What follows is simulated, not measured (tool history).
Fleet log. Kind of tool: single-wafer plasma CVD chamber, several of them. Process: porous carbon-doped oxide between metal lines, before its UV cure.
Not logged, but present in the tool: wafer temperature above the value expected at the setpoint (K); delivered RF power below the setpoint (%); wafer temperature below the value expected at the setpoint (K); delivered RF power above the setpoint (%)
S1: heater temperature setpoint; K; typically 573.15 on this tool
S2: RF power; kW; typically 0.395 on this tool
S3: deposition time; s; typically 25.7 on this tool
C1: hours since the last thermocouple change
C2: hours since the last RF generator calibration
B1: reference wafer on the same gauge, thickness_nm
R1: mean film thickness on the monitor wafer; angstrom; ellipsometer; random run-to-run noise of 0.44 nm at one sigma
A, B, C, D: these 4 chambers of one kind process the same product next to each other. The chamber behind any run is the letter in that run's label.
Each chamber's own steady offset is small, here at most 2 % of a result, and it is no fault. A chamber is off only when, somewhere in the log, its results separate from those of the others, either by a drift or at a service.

run  hour      S1     S2    S3      C1      C2      B1      R1
 1D   3.6  573.15  0.395  25.7   342.3  1312.9  121.06  1150.3
 2B   5.6  573.15  0.395  25.7  1903.6  1301.2  121.00  1178.2
 3A   9.5  573.15  0.395  25.7   224.3   726.6  121.07  1174.6
 4C  12.0  573.15  0.395  25.7  1325.1   688.9  120.94  1171.3
 5B  15.1  573.15  0.395  25.7  1913.1  1310.7  121.06  1168.9
 6C  18.1  573.15  0.395  25.7  1331.2   695.0  121.07  1162.5
 7A  21.1  573.15  0.395  25.7   235.9   738.2  121.05  1187.0
 8D  25.3  573.15  0.395  25.7   364.0  1334.6  120.96  1151.9
 9A  27.2  573.15  0.395  25.7   242.0   744.3  120.98  1179.1
10C  29.4  573.15  0.395  25.7  1342.5   706.3  120.88  1156.3
11D  31.5  573.15  0.395  25.7   370.2  1340.8  120.98  1150.5
12B  35.6  580.15  0.470  25.7  1933.6  1331.2  121.09  1289.8
13B  38.8  580.15  0.470  25.7  1936.8  1334.4  121.04  1295.5
14A  41.7  580.15  0.470  25.7   256.5   758.8  120.96  1292.8
15D  45.5  580.15  0.470  25.7   384.2  1354.8  120.91  1270.3
16C  48.0  573.15  0.395  25.7  1361.1   724.9  120.98  1138.2
17D  50.0  573.15  0.395  25.7   388.7  1359.3  121.01  1142.8
18C  52.0  565.15  0.395  21.9  1365.1   728.9  120.93  1020.6
19B  55.6  565.15  0.395  21.9  1953.6  1351.2  121.03  1049.3
20A  59.8  565.15  0.395  21.9   274.6   776.9  120.99  1060.1
21C  63.4  565.15  0.395  21.9  1376.5   740.3  121.02  1013.3
22A  66.5  573.15  0.395  25.7   281.3   783.6  120.99  1180.1
23D  68.5  573.15  0.395  25.7   407.2  1377.8  120.98  1146.3
24B  71.2  573.15  0.395  25.7  1969.2  1366.8  120.95  1180.8
25C  73.5  573.15  0.395  25.7  1386.6   750.4  120.92  1111.6
26A  75.5  573.15  0.395  25.7   290.3   792.6  121.09  1180.3
27D  78.8  573.15  0.395  25.7   417.5  1388.1  121.05  1147.4
28B  82.8  573.15  0.395  25.7  1980.8  1378.4  121.01  1178.4

All 4 chambers run these settings next. Forecast each chamber's results:
29A  85.9  573.15  0.395  25.7               ?
29B  85.9  573.15  0.395  25.7               ?
29C  85.9  573.15  0.395  25.7               ?
29D  85.9  573.15  0.395  25.7               ?

run      R1
29A  1178.1
29B  1179.4
29C  1117.7
29D  1148.1
